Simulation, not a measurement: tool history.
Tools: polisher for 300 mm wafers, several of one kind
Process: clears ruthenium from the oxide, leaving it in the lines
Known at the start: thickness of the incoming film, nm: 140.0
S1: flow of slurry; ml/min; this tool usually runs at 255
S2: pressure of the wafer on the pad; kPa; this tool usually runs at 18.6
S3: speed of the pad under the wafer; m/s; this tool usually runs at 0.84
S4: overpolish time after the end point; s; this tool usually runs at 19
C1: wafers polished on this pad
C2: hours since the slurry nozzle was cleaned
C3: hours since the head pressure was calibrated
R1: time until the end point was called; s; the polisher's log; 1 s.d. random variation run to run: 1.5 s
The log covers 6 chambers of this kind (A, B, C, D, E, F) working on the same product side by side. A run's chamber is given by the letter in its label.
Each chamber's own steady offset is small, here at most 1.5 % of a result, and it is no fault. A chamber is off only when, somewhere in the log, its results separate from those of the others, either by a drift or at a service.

run	hour	S1	S2	S3	S4	C1	C2	C3	R1
1F	7.1	255	18.6	0.84	19	246	412.2	127.0	122.45
# hour 10.0: chamber D: worn pad replaced by a new one
2B	11.4	255	18.6	0.84	19	648	216.1	367.5	124.84
3C	17.4	255	18.6	0.84	19	242	538.9	779.1	124.33
# hour 22.4: chamber E: slurry nozzle cleaned
4A	23.2	255	18.6	0.84	19	1189	661.4	900.5	125.19
# hour 24.9: chamber A: worn pad replaced by a new one
# hour 26.6: chamber B: head pressure recalibrated
5E	32.4	255	18.6	0.84	19	377	10.0	539.4	122.43
6D	40.0	255	18.6	0.84	19	338	206.4	53.5	125.48
# hour 45.7: chamber F: worn pad replaced by a new one
7F	45.7	255	18.6	0.84	19	0	450.8	165.6	124.60
# hour 48.9: chamber C: worn pad replaced by a new one
8E	51.3	255	18.6	0.84	19	590	28.9	558.3	123.48
9C	59.5	255	18.6	0.84	19	120	581.0	821.2	128.42
# hour 60.6: chamber B: worn pad replaced by a new one
10B	67.4	255	18.6	0.84	19	77	272.1	40.9	126.77
11D	76.4	255	18.6	0.84	19	747	242.8	89.9	122.57
# hour 77.5: chamber E: worn pad replaced by a new one
# hour 80.0: chamber D: worn pad replaced by a new one
12A	85.3	255	18.6	0.84	19	680	723.5	962.6	125.80
13A	91.4	255	18.6	0.84	19	748	729.6	968.7	127.50
# hour 92.7: chamber F: worn pad replaced by a new one
14E	96.8	255	18.6	0.84	19	218	74.4	603.8	124.08
15C	105.4	255	18.6	0.84	19	636	626.9	867.1	124.95
16F	111.6	255	18.6	0.84	19	213	516.7	231.5	124.60
# hour 116.1: chamber C: worn pad replaced by a new one
17B	116.3	255	14.5	0.84	19	627	321.0	89.8	163.16
18D	121.6	255	14.5	0.84	19	468	288.0	135.1	159.81
# hour 123.6: chamber A: slurry nozzle cleaned
19A	126.1	255	14.5	0.84	19	1139	2.5	1003.4	163.65
20E	134.5	255	14.5	0.84	19	642	112.1	641.5	162.03
21B	139.4	255	14.5	0.84	19	887	344.1	112.9	158.69
# hour 143.3: chamber D: worn pad replaced by a new one
# hour 143.9: chamber D: slurry nozzle cleaned
22C	144.9	255	14.5	0.84	19	324	666.4	906.6	163.66
# hour 147.0: chamber F: worn pad replaced by a new one
# hour 147.8: chamber A: worn pad replaced by a new one
# hour 149.1: chamber B: worn pad replaced by a new one
23D	149.8	255	18.6	0.84	19	73	5.9	163.3	122.58
# hour 150.3: chamber E: worn pad replaced by a new one
24F	156.7	255	18.6	0.84	19	110	561.8	276.6	126.82
25F	162.8	255	18.6	0.84	19	178	567.9	282.7	123.63
26A	168.1	255	18.6	0.84	19	228	44.5	1045.4	124.80
# hour 174.7: chamber C: worn pad replaced by a new one
27C	178.0	255	18.6	0.84	19	37	699.5	939.7	125.85
28D	184.0	255	18.6	0.84	19	458	40.1	197.5	125.24
# hour 193.0: chamber C: slurry nozzle cleaned
29B	193.1	255	18.6	0.84	19	495	397.8	166.6	126.56
30E	200.6	255	18.6	0.84	19	566	178.2	707.6	125.19
31C	207.8	255	18.6	0.84	19	373	14.9	969.5	122.89
# hour 209.1: chamber F: worn pad replaced by a new one
# hour 212.6: chamber E: worn pad replaced by a new one
32B	216.9	255	18.6	0.84	19	763	421.6	190.4	123.32
# hour 217.1: chamber D: worn pad replaced by a new one
33A	223.3	255	18.6	0.72	19	849	99.7	1100.6	146.15
34E	227.8	255	18.6	0.72	19	171	205.4	734.8	141.16
35D	236.2	255	18.6	0.72	19	215	92.3	249.7	145.04
36F	242.8	255	18.6	0.72	19	379	647.9	362.7	145.99

Decide between three cases: one chamber stands off from its peers, the gauge reading all wafers drifts, or nothing is wrong past each chamber's small offset. Where a chamber is off, say which and what most likely put it there.

Neither any chamber nor the gauge drifts; the chambers differ only by their own small, steady offsets.
